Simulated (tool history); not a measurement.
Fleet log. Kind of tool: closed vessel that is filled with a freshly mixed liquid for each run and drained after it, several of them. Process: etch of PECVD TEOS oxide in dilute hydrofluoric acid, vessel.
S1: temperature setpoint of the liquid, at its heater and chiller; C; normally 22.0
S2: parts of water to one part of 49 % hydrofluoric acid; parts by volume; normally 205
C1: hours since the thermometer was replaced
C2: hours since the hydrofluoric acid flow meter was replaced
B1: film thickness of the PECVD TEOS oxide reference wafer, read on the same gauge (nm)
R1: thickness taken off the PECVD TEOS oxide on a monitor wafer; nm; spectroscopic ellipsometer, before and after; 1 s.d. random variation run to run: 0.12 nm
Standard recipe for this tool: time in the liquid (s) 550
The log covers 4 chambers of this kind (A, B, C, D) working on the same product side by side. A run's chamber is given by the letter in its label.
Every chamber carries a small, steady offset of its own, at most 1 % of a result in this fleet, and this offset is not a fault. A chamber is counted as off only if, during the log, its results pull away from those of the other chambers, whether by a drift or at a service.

run 1B hour=10.2 | S1=22.0 S2=205 time_in_the_liquid_(s)=550 | C1=749.6 C2=418.4 | B1=49.992 | R1=24.2030
run 2C hour=19.1 | S1=22.0 S2=205 time_in_the_liquid_(s)=550 | C1=406.9 C2=1461.1 | B1=49.968 | R1=24.1820
run 3A hour=31.3 | S1=22.0 S2=205 time_in_the_liquid_(s)=550 | C1=135.5 C2=445.4 | B1=49.992 | R1=24.3520
run 4D hour=44.6 | S1=22.0 S2=205 time_in_the_liquid_(s)=550 | C1=1852.7 C2=75.4 | B1=50.050 | R1=24.2300
run 5A hour=54.6 | S1=22.0 S2=205 time_in_the_liquid_(s)=550 | C1=158.8 C2=468.7 | B1=49.980 | R1=24.3350
run 6B hour=71.2 | S1=19.0 S2=205 time_in_the_liquid_(s)=705 | C1=810.6 C2=479.4 | B1=49.977 | R1=27.8620
run 7D hour=81.5 | S1=19.0 S2=205 time_in_the_liquid_(s)=705 | C1=1889.6 C2=112.3 | B1=49.992 | R1=27.3560
run 8C hour=97.2 | S1=19.0 S2=205 time_in_the_liquid_(s)=705 | C1=485.0 C2=1539.2 | B1=50.004 | R1=27.7040
run 9B hour=104.9 | S1=19.0 S2=205 time_in_the_liquid_(s)=705 | C1=844.3 C2=513.1 | B1=49.998 | R1=27.4980
run 10D hour=119.8 | S1=22.0 S2=205 time_in_the_liquid_(s)=550 | C1=1927.9 C2=150.6 | B1=49.999 | R1=23.9600
run 11A hour=128.9 | S1=22.0 S2=205 time_in_the_liquid_(s)=550 | C1=233.1 C2=543.0 | B1=50.022 | R1=24.3010
run 12C hour=137.7 | S1=22.0 S2=205 time_in_the_liquid_(s)=550 | C1=525.5 C2=1579.7 | B1=50.002 | R1=24.4370
run 13C hour=146.4 | S1=22.0 S2=205 time_in_the_liquid_(s)=550 | C1=534.2 C2=1588.4 | B1=50.016 | R1=24.3160
run 14B hour=162.4 | S1=18.0 S2=110 time_in_the_liquid_(s)=550 | C1=901.8 C2=570.6 | B1=50.035 | R1=42.3870
run 15A hour=170.6 | S1=18.0 S2=110 time_in_the_liquid_(s)=550 | C1=274.8 C2=584.7 | B1=50.001 | R1=42.6080
-- hour=176.0 chamber B: thermometer replaced
run 16D hour=181.5 | S1=18.0 S2=110 time_in_the_liquid_(s)=550 | C1=1989.6 C2=212.3 | B1=50.001 | R1=42.0520
run 17A hour=189.8 | S1=18.0 S2=110 time_in_the_liquid_(s)=550 | C1=294.0 C2=603.9 | B1=50.012 | R1=42.8180
run 18B hour=205.7 | S1=17.0 S2=205 time_in_the_liquid_(s)=365 | C1=29.7 C2=613.9 | B1=50.030 | R1=13.2530
run 19D hour=213.4 | S1=17.0 S2=205 time_in_the_liquid_(s)=365 | C1=2021.5 C2=244.2 | B1=50.028 | R1=13.0670
run 20C hour=224.2 | S1=17.0 S2=205 time_in_the_liquid_(s)=365 | C1=612.0 C2=1666.2 | B1=50.005 | R1=13.3220
run 21C hour=231.4 | S1=17.0 S2=205 time_in_the_liquid_(s)=365 | C1=619.2 C2=1673.4 | B1=49.986 | R1=13.2700
run 22B hour=240.4 | S1=22.0 S2=205 time_in_the_liquid_(s)=550 | C1=64.4 C2=648.6 | B1=50.012 | R1=24.0710
run 23D hour=253.5 | S1=22.0 S2=205 time_in_the_liquid_(s)=550 | C1=2061.6 C2=284.3 | B1=49.950 | R1=24.0220
run 24A hour=261.7 | S1=22.0 S2=205 time_in_the_liquid_(s)=550 | C1=365.9 C2=675.8 | B1=50.034 | R1=24.2540
run 25D hour=277.3 | S1=22.0 S2=205 time_in_the_liquid_(s)=550 | C1=2085.4 C2=308.1 | B1=50.007 | R1=24.1140
run 26A hour=284.9 | S1=22.0 S2=205 time_in_the_liquid_(s)=550 | C1=389.1 C2=699.0 | B1=49.996 | R1=24.2370
run 27B hour=294.6 | S1=22.0 S2=205 time_in_the_liquid_(s)=550 | C1=118.6 C2=702.8 | B1=50.025 | R1=24.2330
run 28C hour=306.6 | S1=22.0 S2=205 time_in_the_liquid_(s)=550 | C1=694.4 C2=1748.6 | B1=49.957 | R1=24.2140
run 29A hour=321.6 | S1=22.0 S2=205 time_in_the_liquid_(s)=550 | C1=425.8 C2=735.7 | B1=49.975 | R1=24.1800
run 30D hour=330.2 | S1=22.0 S2=205 time_in_the_liquid_(s)=550 | C1=2138.3 C2=361.0 | B1=49.998 | R1=24.1230
run 31C hour=343.5 | S1=22.0 S2=205 time_in_the_liquid_(s)=550 | C1=731.3 C2=1785.5 | B1=50.006 | R1=24.3790
run 32B hour=353.8 | S1=22.0 S2=205 time_in_the_liquid_(s)=550 | C1=177.8 C2=762.0 | B1=50.000 | R1=24.3280
run 33B hour=366.6 | S1=22.0 S2=205 time_in_the_liquid_(s)=550 | C1=190.6 C2=774.8 | B1=50.014 | R1=24.1520
run 34A hour=381.7 | S1=22.0 S2=205 time_in_the_liquid_(s)=550 | C1=485.9 C2=795.8 | B1=49.988 | R1=24.1590
-- hour=383.0 chamber C: thermometer replaced
-- hour=394.6 chamber C: hydrofluoric acid flow meter replaced
run 35C hour=395.3 | S1=22.0 S2=205 time_in_the_liquid_(s)=230 | C1=12.4 C2=0.8 | B1=50.010 | R1=10.1330
run 36D hour=407.8 | S1=22.0 S2=205 time_in_the_liquid_(s)=230 | C1=2215.9 C2=438.6 | B1=50.041 | R1=9.9966
run 37D hour=419.3 | S1=22.0 S2=205 time_in_the_liquid_(s)=230 | C1=2227.4 C2=450.1 | B1=50.015 | R1=9.9925
run 38B hour=426.9 | S1=22.0 S2=205 time_in_the_liquid_(s)=230 | C1=250.9 C2=835.1 | B1=50.031 | R1=10.0610
run 39A hour=438.3 | S1=22.0 S2=205 time_in_the_liquid_(s)=550 | C1=542.5 C2=852.4 | B1=50.037 | R1=24.2280
-- hour=440.9 chamber A: hydrofluoric acid flow meter replaced
run 40C hour=451.4 | S1=22.0 S2=205 time_in_the_liquid_(s)=550 | C1=68.5 C2=56.9 | B1=50.004 | R1=24.3750
run 41A hour=462.7 | S1=22.0 S2=205 time_in_the_liquid_(s)=550 | C1=566.9 C2=21.8 | B1=50.012 | R1=24.2880
run 42B hour=477.6 | S1=22.0 S2=205 time_in_the_liquid_(s)=550 | C1=301.6 C2=885.8 | B1=50.039 | R1=24.1920
run 43C hour=490.6 | S1=22.0 S2=205 time_in_the_liquid_(s)=550 | C1=107.7 C2=96.1 | B1=50.001 | R1=24.3140
run 44D hour=503.7 | S1=22.0 S2=205 time_in_the_liquid_(s)=550 | C1=2311.8 C2=534.5 | B1=49.996 | R1=24.1880

Does one chamber stand apart from the rest, does the shared gauge drift, or is all well apart from small per-chamber offsets? Give the chamber and the most likely cause, where there is one.

No chamber stands off beyond its own small offset, and the gauge holds steady.

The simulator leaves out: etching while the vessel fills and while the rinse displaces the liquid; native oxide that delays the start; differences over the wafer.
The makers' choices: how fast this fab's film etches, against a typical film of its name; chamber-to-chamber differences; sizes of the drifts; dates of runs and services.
